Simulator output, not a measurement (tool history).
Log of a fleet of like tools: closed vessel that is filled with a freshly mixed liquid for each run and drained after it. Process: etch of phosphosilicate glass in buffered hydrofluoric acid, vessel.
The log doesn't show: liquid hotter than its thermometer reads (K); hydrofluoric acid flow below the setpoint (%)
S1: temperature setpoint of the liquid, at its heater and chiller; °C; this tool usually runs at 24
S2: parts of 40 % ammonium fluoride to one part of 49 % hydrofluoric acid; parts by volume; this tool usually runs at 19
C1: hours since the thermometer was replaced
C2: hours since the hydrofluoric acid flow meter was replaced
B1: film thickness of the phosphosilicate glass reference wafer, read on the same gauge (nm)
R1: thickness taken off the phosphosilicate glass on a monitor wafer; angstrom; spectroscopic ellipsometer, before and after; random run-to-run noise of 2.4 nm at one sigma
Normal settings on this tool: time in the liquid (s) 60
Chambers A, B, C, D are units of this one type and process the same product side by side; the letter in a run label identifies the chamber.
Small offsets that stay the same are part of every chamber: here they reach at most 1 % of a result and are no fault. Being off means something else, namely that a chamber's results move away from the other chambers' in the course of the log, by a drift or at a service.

Run 1A, hour 6.1: usual settings; C1 1231.9; C2 520.0; B1 70.044. Result: R1 2834.3 angstrom.
Run 2B, hour 9.8: usual settings; C1 269.2; C2 86.8; B1 70.037. Result: R1 2796.5 angstrom.
Run 3C, hour 14.3: usual settings; C1 283.7; C2 306.3; B1 69.965. Result: R1 2813.2 angstrom.
Run 4D, hour 19.0: usual settings; C1 80.5; C2 739.8; B1 69.981. Result: R1 2792.6 angstrom.
Run 5D, hour 25.2: usual settings; C1 86.7; C2 746.0; B1 70.055. Result: R1 2827.4 angstrom.
Run 6A, hour 28.2: usual settings; C1 1254.0; C2 542.1; B1 69.967. Result: R1 2800.3 angstrom.
At hour 28.4: chamber A: thermometer replaced.
Run 7B, hour 34.0: usual settings; C1 293.4; C2 111.0; B1 70.020. Result: R1 2865.9 angstrom.
Run 8C, hour 39.5: usual settings; C1 308.9; C2 331.5; B1 70.051. Result: R1 2794.0 angstrom.
Run 9B, hour 42.9: usual settings; C1 302.3; C2 119.9; B1 70.021. Result: R1 2865.7 angstrom.
Run 10D, hour 46.1: usual settings but S1 27 °C, time in the liquid (s) 40; C1 107.6; C2 766.9; B1 70.043. Result: R1 2197.9 angstrom.
Run 11C, hour 50.0: usual settings but S1 27 °C, time in the liquid (s) 40; C1 319.4; C2 342.0; B1 69.937. Result: R1 2169.3 angstrom.
Run 12A, hour 54.1: usual settings but S1 27 °C, time in the liquid (s) 40; C1 25.8; C2 568.0; B1 69.948. Result: R1 2209.8 angstrom.
Run 13D, hour 57.1: usual settings but S1 27 °C, time in the liquid (s) 40; C1 118.6; C2 777.9; B1 70.032. Result: R1 2217.1 angstrom.
Run 14C, hour 62.3: usual settings; C1 331.7; C2 354.3; B1 70.002. Result: R1 2820.3 angstrom.
Run 15B, hour 66.3: usual settings but time in the liquid (s) 70; C1 325.7; C2 143.3; B1 69.980. Result: R1 3303.5 angstrom.
Run 16A, hour 72.7: usual settings but time in the liquid (s) 70; C1 44.4; C2 586.6; B1 69.958. Result: R1 3302.7 angstrom.
Run 17C, hour 77.2: usual settings but time in the liquid (s) 70; C1 346.6; C2 369.2; B1 69.997. Result: R1 3336.9 angstrom.
Run 18D, hour 81.2: usual settings but time in the liquid (s) 70; C1 142.7; C2 802.0; B1 70.021. Result: R1 3301.5 angstrom.
Run 19B, hour 86.2: usual settings; C1 345.6; C2 163.2; B1 70.001. Result: R1 2821.4 angstrom.
Run 20A, hour 91.4: usual settings; C1 63.1; C2 605.3; B1 69.997. Result: R1 2797.6 angstrom.
Run 21D, hour 97.4: usual settings; C1 158.9; C2 818.2; B1 70.013. Result: R1 2832.4 angstrom.
Run 22A, hour 103.9: usual settings; C1 75.6; C2 617.8; B1 70.015. Result: R1 2819.0 angstrom.
At hour 107.2: chamber D: hydrofluoric acid flow meter replaced.
Run 23C, hour 107.7: usual settings; C1 377.1; C2 399.7; B1 70.004. Result: R1 2974.1 angstrom.
Run 24B, hour 112.6: usual settings; C1 372.0; C2 189.6; B1 70.009. Result: R1 2831.8 angstrom.
Run 25D, hour 117.4: usual settings; C1 178.9; C2 10.2; B1 70.040. Result: R1 2865.1 angstrom.
Run 26B, hour 120.5: usual settings; C1 379.9; C2 197.5; B1 70.027. Result: R1 2824.3 angstrom.
Run 27A, hour 125.0: usual settings but S1 27 °C; C1 96.7; C2 638.9; B1 70.052. Result: R1 3264.5 angstrom.
Run 28C, hour 130.5: usual settings but S1 27 °C; C1 399.9; C2 422.5; B1 69.986. Result: R1 3647.8 angstrom.
Run 29C, hour 136.3: usual settings but S1 27 °C; C1 405.7; C2 428.3; B1 70.005. Result: R1 3583.1 angstrom.
Run 30B, hour 141.0: usual settings but S1 27 °C; C1 400.4; C2 218.0; B1 69.950. Result: R1 3372.5 angstrom.

The same settings go to every chamber for the next run, one line per chamber below. Forecast the results for each:
Run 31A, hour 145.7: usual settings. Result: R1 ?.
Run 31B, hour 145.7: usual settings. Result: R1 ?.
Run 31C, hour 145.7: usual settings. Result: R1 ?.
Run 31D, hour 145.7: usual settings. Result: R1 ?.

run      R1
31A  2809.0
31B  2873.0
31C  3101.5
31D  2818.3
